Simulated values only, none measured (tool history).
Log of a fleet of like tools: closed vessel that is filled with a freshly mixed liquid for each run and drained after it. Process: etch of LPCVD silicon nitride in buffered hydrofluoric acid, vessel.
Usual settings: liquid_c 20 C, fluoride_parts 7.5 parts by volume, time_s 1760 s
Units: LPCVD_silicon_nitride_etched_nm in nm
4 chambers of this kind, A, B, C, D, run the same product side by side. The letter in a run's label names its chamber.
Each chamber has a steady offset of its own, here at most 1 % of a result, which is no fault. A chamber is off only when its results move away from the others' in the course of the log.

run,hour,liquid_c,fluoride_parts,time_s,hours since the thermometer was replaced,hours since the hydrofluoric acid flow meter was replaced,"read-back film thickness of the LPCVD silicon nitride reference wafer, read on the same gauge (nm)",LPCVD_silicon_nitride_etched_nm
1A,7.5,20,7.5,1760,648.1,1084.3,110.02,27.534
2C,16.5,20,7.5,1760,1305.4,779.0,110.03,27.498
3D,26.4,20,7.5,1760,538.9,395.3,109.96,27.563
4B,33.1,20,7.5,1760,1665.3,593.6,109.96,27.526
5D,46.4,20,7.5,1760,558.9,415.3,110.01,27.464
6A,55.5,20,7.5,1760,696.1,1132.3,110.01,27.443
7C,65.0,20,7.5,1760,1353.9,827.5,109.95,27.513
8B,73.3,20,7.5,1760,1705.5,633.8,110.00,27.899
9D,79.5,20,7.5,1760,592.0,448.4,110.02,27.740
10A,92.4,17,6.0,1760,733.0,1169.2,109.95,28.431
11C,101.0,17,6.0,1760,1389.9,863.5,110.06,28.522
12B,114.2,17,6.0,1760,1746.4,674.7,109.98,29.209
13B,123.7,17,6.0,1760,1755.9,684.2,110.02,28.874
14C,131.3,20,7.5,1760,1420.2,893.8,109.99,27.909
15D,141.9,20,7.5,1760,654.4,510.8,109.96,27.563
16A,149.5,20,7.5,1760,790.1,1226.3,110.01,27.323
17B,162.3,20,7.5,1760,1794.5,722.8,110.01,27.997
18A,172.1,20,7.5,1760,812.7,1248.9,110.01,27.403
19C,181.7,20,7.5,1760,1470.6,944.2,109.97,28.211
20D,188.9,20,7.5,1760,701.4,557.8,110.03,27.410
21B,201.7,20,7.5,1760,1833.9,762.2,109.99,27.720
22D,212.7,20,7.5,1265,725.2,581.6,109.98,19.862
23C,223.2,20,7.5,1265,1512.1,985.7,109.96,20.935
24A,235.6,20,7.5,1265,876.2,1312.4,110.01,19.748
25C,243.6,20,7.5,1265,1532.5,1006.1,110.00,21.017

Next, every chamber runs the same settings. What will each give?
26A,253.4,17,7.5,1760,,,,?
26B,253.4,17,7.5,1760,,,,?
26C,253.4,17,7.5,1760,,,,?
26D,253.4,17,7.5,1760,,,,?

run,LPCVD_silicon_nitride_etched_nm
26A,22.980
26B,23.400
26C,24.982
26D,23.500
